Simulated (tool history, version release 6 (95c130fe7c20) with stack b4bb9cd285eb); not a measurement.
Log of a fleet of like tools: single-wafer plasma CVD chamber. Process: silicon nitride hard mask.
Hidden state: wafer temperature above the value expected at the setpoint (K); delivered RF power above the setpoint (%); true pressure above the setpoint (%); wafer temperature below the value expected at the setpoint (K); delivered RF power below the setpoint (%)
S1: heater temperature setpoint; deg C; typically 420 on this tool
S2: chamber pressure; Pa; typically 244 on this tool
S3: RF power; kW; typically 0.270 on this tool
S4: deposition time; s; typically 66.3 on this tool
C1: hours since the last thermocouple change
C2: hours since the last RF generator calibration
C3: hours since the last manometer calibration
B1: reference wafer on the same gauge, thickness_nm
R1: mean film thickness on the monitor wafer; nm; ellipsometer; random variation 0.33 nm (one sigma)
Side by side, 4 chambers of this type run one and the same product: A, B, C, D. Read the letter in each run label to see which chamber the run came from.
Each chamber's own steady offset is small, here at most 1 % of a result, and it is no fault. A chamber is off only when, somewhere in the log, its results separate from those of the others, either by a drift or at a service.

run 1D hour=11.9 | S1=420 S2=244 S3=0.270 S4=66.3 | C1=368.2 C2=971.3 C3=1534.8 | B1=87.147 | R1=72.920
run 2B hour=21.5 | S1=420 S2=244 S3=0.270 S4=66.3 | C1=619.3 C2=579.7 C3=1153.9 | B1=87.220 | R1=73.715
run 3C hour=34.7 | S1=420 S2=244 S3=0.270 S4=66.3 | C1=495.9 C2=981.3 C3=1001.9 | B1=87.278 | R1=73.217
run 4A hour=44.6 | S1=420 S2=244 S3=0.270 S4=66.3 | C1=949.5 C2=270.1 C3=714.5 | B1=87.155 | R1=73.897
run 5D hour=51.7 | S1=420 S2=303 S3=0.245 S4=66.3 | C1=408.0 C2=1011.1 C3=1574.6 | B1=87.253 | R1=71.857
run 6B hour=60.7 | S1=420 S2=303 S3=0.245 S4=66.3 | C1=658.5 C2=618.9 C3=1193.1 | B1=87.196 | R1=72.926
run 7A hour=70.6 | S1=420 S2=303 S3=0.245 S4=66.3 | C1=975.5 C2=296.1 C3=740.5 | B1=87.170 | R1=72.495
run 8C hour=77.9 | S1=420 S2=303 S3=0.245 S4=66.3 | C1=539.1 C2=1024.5 C3=1045.1 | B1=87.180 | R1=72.164
run 9B hour=89.2 | S1=420 S2=244 S3=0.270 S4=66.3 | C1=687.0 C2=647.4 C3=1221.6 | B1=87.273 | R1=73.317
run 10D hour=98.4 | S1=420 S2=244 S3=0.270 S4=66.3 | C1=454.7 C2=1057.8 C3=1621.3 | B1=87.157 | R1=73.088
run 11A hour=107.5 | S1=420 S2=264 S3=0.270 S4=66.3 | C1=1012.4 C2=333.0 C3=777.4 | B1=87.275 | R1=75.909
run 12C hour=117.3 | S1=420 S2=264 S3=0.270 S4=66.3 | C1=578.5 C2=1063.9 C3=1084.5 | B1=87.126 | R1=74.796
run 13D hour=123.5 | S1=420 S2=264 S3=0.270 S4=66.3 | C1=479.8 C2=1082.9 C3=1646.4 | B1=87.174 | R1=75.333
run 14B hour=134.7 | S1=420 S2=264 S3=0.270 S4=66.3 | C1=732.5 C2=692.9 C3=1267.1 | B1=87.321 | R1=75.330
run 15C hour=144.9 | S1=420 S2=244 S3=0.270 S4=66.3 | C1=606.1 C2=1091.5 C3=1112.1 | B1=87.235 | R1=72.898
run 16A hour=156.3 | S1=420 S2=244 S3=0.270 S4=66.3 | C1=1061.2 C2=381.8 C3=826.2 | B1=87.143 | R1=73.417
-- hour=160.2 chamber B: capacitance manometer re-zeroed and calibrated
run 17A hour=167.9 | S1=420 S2=244 S3=0.270 S4=66.3 | C1=1072.8 C2=393.4 C3=837.8 | B1=87.216 | R1=72.957
run 18C hour=173.6 | S1=420 S2=244 S3=0.270 S4=66.3 | C1=634.8 C2=1120.2 C3=1140.8 | B1=87.192 | R1=72.869
run 19D hour=183.7 | S1=420 S2=244 S3=0.270 S4=66.3 | C1=540.0 C2=1143.1 C3=1706.6 | B1=87.134 | R1=72.958
-- hour=189.2 chamber D: RF generator calibrated
run 20B hour=192.7 | S1=411 S2=273 S3=0.270 S4=66.3 | C1=790.5 C2=750.9 C3=32.5 | B1=87.175 | R1=75.276
run 21B hour=204.4 | S1=411 S2=273 S3=0.270 S4=66.3 | C1=802.2 C2=762.6 C3=44.2 | B1=87.229 | R1=75.630
run 22D hour=216.7 | S1=411 S2=273 S3=0.270 S4=66.3 | C1=573.0 C2=27.5 C3=1739.6 | B1=87.251 | R1=75.131
run 23C hour=225.4 | S1=411 S2=273 S3=0.270 S4=66.3 | C1=686.6 C2=1172.0 C3=1192.6 | B1=87.327 | R1=75.890
run 24A hour=235.6 | S1=412 S2=244 S3=0.305 S4=66.3 | C1=1140.5 C2=461.1 C3=905.5 | B1=87.353 | R1=80.000
run 25B hour=242.9 | S1=412 S2=244 S3=0.305 S4=66.3 | C1=840.7 C2=801.1 C3=82.7 | B1=87.127 | R1=79.266
run 26C hour=254.9 | S1=412 S2=244 S3=0.305 S4=66.3 | C1=716.1 C2=1201.5 C3=1222.1 | B1=87.191 | R1=79.145
run 27D hour=267.2 | S1=412 S2=244 S3=0.305 S4=66.3 | C1=623.5 C2=78.0 C3=1790.1 | B1=87.162 | R1=79.961
run 28A hour=276.7 | S1=420 S2=244 S3=0.270 S4=66.3 | C1=1181.6 C2=502.2 C3=946.6 | B1=87.224 | R1=73.691
run 29B hour=286.5 | S1=420 S2=244 S3=0.270 S4=66.3 | C1=884.3 C2=844.7 C3=126.3 | B1=87.187 | R1=71.901
run 30A hour=294.3 | S1=420 S2=244 S3=0.270 S4=66.3 | C1=1199.2 C2=519.8 C3=964.2 | B1=87.157 | R1=73.332
run 31D hour=301.4 | S1=420 S2=244 S3=0.270 S4=66.3 | C1=657.7 C2=112.2 C3=1824.3 | B1=87.142 | R1=72.847
-- hour=304.4 chamber B: thermocouple changed; heater temperature recalibrated
run 32C hour=307.8 | S1=420 S2=244 S3=0.270 S4=66.3 | C1=769.0 C2=1254.4 C3=1275.0 | B1=87.195 | R1=72.623
-- hour=312.7 chamber D: capacitance manometer re-zeroed and calibrated
run 33D hour=314.4 | S1=420 S2=244 S3=0.270 S4=66.3 | C1=670.7 C2=125.2 C3=1.8 | B1=87.185 | R1=72.526
run 34B hour=320.9 | S1=420 S2=244 S3=0.270 S4=66.3 | C1=16.5 C2=879.1 C3=160.7 | B1=87.202 | R1=71.659
run 35C hour=329.8 | S1=429 S2=244 S3=0.270 S4=66.3 | C1=791.0 C2=1276.4 C3=1297.0 | B1=87.208 | R1=71.948
run 36A hour=341.6 | S1=429 S2=244 S3=0.270 S4=66.3 | C1=1246.5 C2=567.1 C3=1011.5 | B1=87.211 | R1=73.061
run 37A hour=353.8 | S1=429 S2=244 S3=0.270 S4=66.3 | C1=1258.7 C2=579.3 C3=1023.7 | B1=87.192 | R1=73.339
run 38C hour=361.8 | S1=429 S2=244 S3=0.270 S4=66.3 | C1=823.0 C2=1308.4 C3=1329.0 | B1=87.205 | R1=72.577
run 39B hour=373.5 | S1=407 S2=244 S3=0.270 S4=57.6 | C1=69.1 C2=931.7 C3=213.3 | B1=87.154 | R1=62.180

All 4 chambers run these settings next. Forecast each chamber's results:
run 40A hour=382.9 | S1=410 S2=244 S3=0.270 S4=66.3 | R1=?
run 40B hour=382.9 | S1=410 S2=244 S3=0.270 S4=66.3 | R1=?
run 40C hour=382.9 | S1=410 S2=244 S3=0.270 S4=66.3 | R1=?
run 40D hour=382.9 | S1=410 S2=244 S3=0.270 S4=66.3 | R1=?

run=40A R1=74.296
run=40B R1=71.578
run=40C R1=73.471
run=40D R1=73.369
